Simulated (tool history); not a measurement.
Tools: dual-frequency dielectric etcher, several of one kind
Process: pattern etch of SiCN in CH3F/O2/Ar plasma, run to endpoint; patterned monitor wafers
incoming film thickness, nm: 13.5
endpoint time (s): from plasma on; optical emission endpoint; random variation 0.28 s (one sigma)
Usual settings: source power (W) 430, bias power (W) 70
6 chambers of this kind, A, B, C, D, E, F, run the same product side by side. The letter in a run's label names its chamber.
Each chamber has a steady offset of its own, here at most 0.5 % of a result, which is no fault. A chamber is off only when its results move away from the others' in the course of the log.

run,hour,source power (W),bias power (W),endpoint time (s)
1F,2.2,430,70,35.953
2B,4.5,430,70,36.35
3C,7.7,430,70,35.322
4D,10.3,430,70,35.402
5E,12.8,520,83,31.397
6A,17.3,520,83,30.935
7E,21.6,520,83,31.129
8B,25.7,520,83,31.018
9D,29,520,83,31.066
10F,31.8,520,83,31.181
11A,35.8,430,70,35.76
12C,38.6,430,70,34.998
13B,42,430,70,35.493
14D,46.6,330,70,39.23
15F,50.1,330,70,38.743
16E,53.2,330,70,38.676
17C,56.8,330,70,38.907
18A,59.4,330,70,39.522
19F,62.7,330,70,39.463
20C,65.5,430,70,34.96
21B,69.3,430,70,35.544
# hour 70.7: chamber C: wet clean of the chamber
22D,72.3,430,70,35.367
23A,74.7,430,70,35.871
24E,78.1,430,70,35.243
25D,82.5,430,70,35.629
26F,86.9,430,70,35.585
27E,91.3,430,70,35.752
28B,94.7,500,59,35.984
29C,98.9,500,59,35.545
30A,102.7,500,59,36.207
31A,107.6,500,59,36.12
32B,112.5,500,59,35.248
33C,117.1,500,59,35.156
34D,121,430,70,35.623
35F,125.9,430,70,35.713
36E,129.8,430,70,35.766
37E,134.5,430,70,35.61

Next, every chamber runs the same settings. What will each give?
38A,138,430,70,?
38B,138,430,70,?
38C,138,430,70,?
38D,138,430,70,?
38E,138,430,70,?
38F,138,430,70,?

run,endpoint time (s)
38A,37.219
38B,35.396
38C,35.425
38D,35.313
38E,34.834
38F,35.387
